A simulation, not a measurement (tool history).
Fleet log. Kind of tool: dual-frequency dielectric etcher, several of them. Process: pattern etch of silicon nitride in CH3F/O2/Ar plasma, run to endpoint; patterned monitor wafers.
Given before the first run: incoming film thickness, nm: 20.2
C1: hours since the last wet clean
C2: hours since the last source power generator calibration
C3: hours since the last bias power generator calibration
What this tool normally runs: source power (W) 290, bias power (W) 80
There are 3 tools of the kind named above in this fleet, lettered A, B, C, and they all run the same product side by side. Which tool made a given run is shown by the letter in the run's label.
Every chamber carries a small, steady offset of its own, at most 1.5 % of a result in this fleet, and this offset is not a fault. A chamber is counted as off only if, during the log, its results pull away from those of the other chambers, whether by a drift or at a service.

{"run": "1A", "day": 0.388, "source power (W)": 290, "bias power (W)": 80, "C1": 70.9, "C2": 2427.4, "C3": 60.8, "endpoint time (s)": 32.258}
{"run": "2C", "day": 0.708, "source power (W)": 290, "bias power (W)": 80, "C1": 462.1, "C2": 2439.4, "C3": 380.9, "endpoint time (s)": 31.617}
{"run": "3B", "day": 1.017, "source power (W)": 290, "bias power (W)": 80, "C1": 339.2, "C2": 2028.5, "C3": 751.4, "endpoint time (s)": 31.852}
{"run": "4C", "day": 1.271, "source power (W)": 290, "bias power (W)": 80, "C1": 475.6, "C2": 2452.9, "C3": 394.4, "endpoint time (s)": 31.653}
{"run": "5A", "day": 1.562, "source power (W)": 290, "bias power (W)": 80, "C1": 99.1, "C2": 2455.6, "C3": 89, "endpoint time (s)": 32.197}
{"day": 1.696, "done": "chamber B: source power generator calibrated"}
{"run": "6B", "day": 1.829, "source power (W)": 290, "bias power (W)": 80, "C1": 358.7, "C2": 3.2, "C3": 770.9, "endpoint time (s)": 31.591}
{"run": "7A", "day": 2.108, "source power (W)": 290, "bias power (W)": 80, "C1": 112.2, "C2": 2468.7, "C3": 102.1, "endpoint time (s)": 32.667}
{"run": "8B", "day": 2.567, "source power (W)": 290, "bias power (W)": 80, "C1": 376.4, "C2": 20.9, "C3": 788.6, "endpoint time (s)": 31.587}
{"run": "9C", "day": 2.867, "source power (W)": 290, "bias power (W)": 80, "C1": 513.9, "C2": 2491.2, "C3": 432.7, "endpoint time (s)": 31.631}
{"run": "10B", "day": 3.175, "source power (W)": 290, "bias power (W)": 80, "C1": 391, "C2": 35.5, "C3": 803.2, "endpoint time (s)": 31.896}
{"run": "11A", "day": 3.529, "source power (W)": 240, "bias power (W)": 80, "C1": 146.3, "C2": 2502.8, "C3": 136.2, "endpoint time (s)": 34.309}
{"run": "12C", "day": 3.838, "source power (W)": 240, "bias power (W)": 80, "C1": 537.2, "C2": 2514.5, "C3": 456, "endpoint time (s)": 33.925}
{"day": 4.054, "done": "chamber C: wet clean of the chamber"}
{"run": "13A", "day": 4.258, "source power (W)": 240, "bias power (W)": 80, "C1": 163.8, "C2": 2520.3, "C3": 153.7, "endpoint time (s)": 34.376}
{"run": "14B", "day": 4.542, "source power (W)": 290, "bias power (W)": 80, "C1": 423.8, "C2": 68.3, "C3": 836, "endpoint time (s)": 31.506}
{"run": "15C", "day": 4.871, "source power (W)": 290, "bias power (W)": 80, "C1": 19.6, "C2": 2539.3, "C3": 480.8, "endpoint time (s)": 30.958}
{"run": "16C", "day": 5.229, "source power (W)": 290, "bias power (W)": 80, "C1": 28.2, "C2": 2547.9, "C3": 489.4, "endpoint time (s)": 30.377}
{"run": "17A", "day": 5.604, "source power (W)": 290, "bias power (W)": 80, "C1": 196.1, "C2": 2552.6, "C3": 186, "endpoint time (s)": 32.353}
{"run": "18B", "day": 5.804, "source power (W)": 290, "bias power (W)": 92, "C1": 454.1, "C2": 98.6, "C3": 866.3, "endpoint time (s)": 29.888}
{"run": "19C", "day": 6.112, "source power (W)": 290, "bias power (W)": 92, "C1": 49.4, "C2": 2569.1, "C3": 510.6, "endpoint time (s)": 29.096}
{"run": "20B", "day": 6.392, "source power (W)": 290, "bias power (W)": 92, "C1": 468.2, "C2": 112.7, "C3": 880.4, "endpoint time (s)": 30.138}
{"run": "21A", "day": 6.7, "source power (W)": 290, "bias power (W)": 96, "C1": 222.4, "C2": 2578.9, "C3": 212.3, "endpoint time (s)": 30.185}
{"run": "22B", "day": 7.038, "source power (W)": 290, "bias power (W)": 96, "C1": 483.7, "C2": 128.2, "C3": 895.9, "endpoint time (s)": 29.711}
{"run": "23A", "day": 7.438, "source power (W)": 290, "bias power (W)": 96, "C1": 240.1, "C2": 2596.6, "C3": 230, "endpoint time (s)": 30.149}
{"run": "24C", "day": 7.725, "source power (W)": 290, "bias power (W)": 80, "C1": 88.1, "C2": 2607.8, "C3": 549.3, "endpoint time (s)": 30.606}
{"run": "25C", "day": 7.971, "source power (W)": 290, "bias power (W)": 80, "C1": 94, "C2": 2613.7, "C3": 555.2, "endpoint time (s)": 30.567}
{"run": "26B", "day": 8.292, "source power (W)": 290, "bias power (W)": 80, "C1": 513.8, "C2": 158.3, "C3": 926, "endpoint time (s)": 31.547}
{"run": "27A", "day": 8.538, "source power (W)": 290, "bias power (W)": 80, "C1": 266.5, "C2": 2623, "C3": 256.4, "endpoint time (s)": 32.341}
{"day": 8.721, "done": "chamber B: wet clean of the chamber"}
{"run": "28C", "day": 8.962, "source power (W)": 290, "bias power (W)": 96, "C1": 117.8, "C2": 2637.5, "C3": 579, "endpoint time (s)": 28.656}
{"run": "29B", "day": 9.238, "source power (W)": 290, "bias power (W)": 96, "C1": 12.4, "C2": 181, "C3": 948.7, "endpoint time (s)": 29.682}
{"run": "30A", "day": 9.65, "source power (W)": 290, "bias power (W)": 96, "C1": 293.2, "C2": 2649.7, "C3": 283.1, "endpoint time (s)": 29.813}
{"run": "31C", "day": 9.967, "source power (W)": 290, "bias power (W)": 80, "C1": 141.9, "C2": 2661.6, "C3": 603.1, "endpoint time (s)": 30.695}
{"run": "32A", "day": 10.229, "source power (W)": 290, "bias power (W)": 80, "C1": 307.1, "C2": 2663.6, "C3": 297, "endpoint time (s)": 32.001}

All 3 chambers run these settings next. Forecast each chamber's results:
{"run": "33A", "day": 10.558, "source power (W)": 310, "bias power (W)": 80, "endpoint time (s)": "?"}
{"run": "33B", "day": 10.558, "source power (W)": 310, "bias power (W)": 80, "endpoint time (s)": "?"}
{"run": "33C", "day": 10.558, "source power (W)": 310, "bias power (W)": 80, "endpoint time (s)": "?"}

run=33A endpoint_time_(s)=31.211
run=33B endpoint_time_(s)=30.598
run=33C endpoint_time_(s)=29.985
